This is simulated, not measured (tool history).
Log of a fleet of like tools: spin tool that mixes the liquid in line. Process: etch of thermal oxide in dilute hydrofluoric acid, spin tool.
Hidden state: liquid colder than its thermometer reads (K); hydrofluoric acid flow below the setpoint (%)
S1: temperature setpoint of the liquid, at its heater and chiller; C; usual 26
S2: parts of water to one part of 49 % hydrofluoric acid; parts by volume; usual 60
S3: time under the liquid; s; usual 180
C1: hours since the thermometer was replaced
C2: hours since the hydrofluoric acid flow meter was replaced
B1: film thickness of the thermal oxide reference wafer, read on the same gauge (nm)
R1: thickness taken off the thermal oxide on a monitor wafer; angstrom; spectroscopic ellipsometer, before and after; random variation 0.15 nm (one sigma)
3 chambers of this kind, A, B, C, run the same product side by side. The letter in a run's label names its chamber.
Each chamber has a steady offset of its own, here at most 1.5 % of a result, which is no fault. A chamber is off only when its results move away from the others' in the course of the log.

run    day  S1  S2   S3     C1      C2      B1      R1
 1C  0.296  26  60  180  489.1   295.8  49.996  167.05
 2B  0.554  26  60  180  598.0  1962.8  49.947  173.19
 3A  0.812  26  60  180  247.7  1496.7  49.992  171.52
 4B  1.212  26  60  180  613.8  1978.6  50.012  172.56
 5A  1.538  26  60  180  265.1  1514.1  50.017  171.97
 6C  1.858  26  60  180  526.6   333.3  49.969  170.27
 7A  2.075  26  60  180  278.0  1527.0  50.032  172.19
 8C  2.500  26  40  245  542.0   348.7  50.041  354.07
 9B  2.912  26  40  245  654.6  2019.4  49.998  357.81
10A  3.342  26  40  245  308.4  1557.4  50.017  369.48
11C  3.583  26  60  180  568.0   374.7  50.026  165.06
     3.700  -- chamber C: thermometer replaced
12B  4.042  26  60  180  681.7  2046.5  49.952  172.99
13B  4.479  26  60  180  692.2  2057.0  50.031  174.52
14A  4.854  26  60  180  344.7  1593.7  49.987  171.56
15C  5.192  26  75  215   35.8   413.3  50.020  150.21
16C  5.542  26  75  215   44.2   421.7  50.016  149.80
17A  5.996  26  75  215  372.1  1621.1  50.049  161.80
18B  6.354  26  60  180  737.2  2102.0  50.037  173.04
19C  6.567  26  60  180   68.8   446.3  50.008  156.60
20B  6.850  26  60  180  749.1  2113.9  49.948  171.28
21A  7.121  26  60  180  399.1  1648.1  49.982  171.54
22B  7.550  26  60  180  765.9  2130.7  50.057  173.56
23C  7.838  26  60  180   99.3   476.8  49.992  154.35
24A  8.254  26  60  180  426.3  1675.3  49.946  171.05
25B  8.621  26  45  180  791.6  2156.4  49.999  237.35

What goes on in this fleet: one chamber off, a drifting gauge, or nothing beyond the chambers' own small offsets? Name the chamber and the cause, if any.

Chamber C drifts away from the others.
Cause: hydrofluoric acid flow below the setpoint (%) = 10.8.

Here are 4 candidates for chamber C's next run, each the usual settings with a change, their results left as question marks. Which one brings its results back in line with what the others give on the usual settings?
In line means no further than this from the other chambers' mean on the usual settings: R1 5.20 angstrom
26C-1  8.958  26.5  55  205               ?
26C-2  8.958  26.0  65  170               ?
26C-3  8.958  26.5  60  205               ?
26C-4  8.958  20.0  60  180               ?

The other chambers' mean on the usual settings: R1 173.34 angstrom
  run      R1
26C-1  193.92
26C-2  131.21
26C-3  176.28
26C-4  118.68
26C-3 brings the chamber back in line.

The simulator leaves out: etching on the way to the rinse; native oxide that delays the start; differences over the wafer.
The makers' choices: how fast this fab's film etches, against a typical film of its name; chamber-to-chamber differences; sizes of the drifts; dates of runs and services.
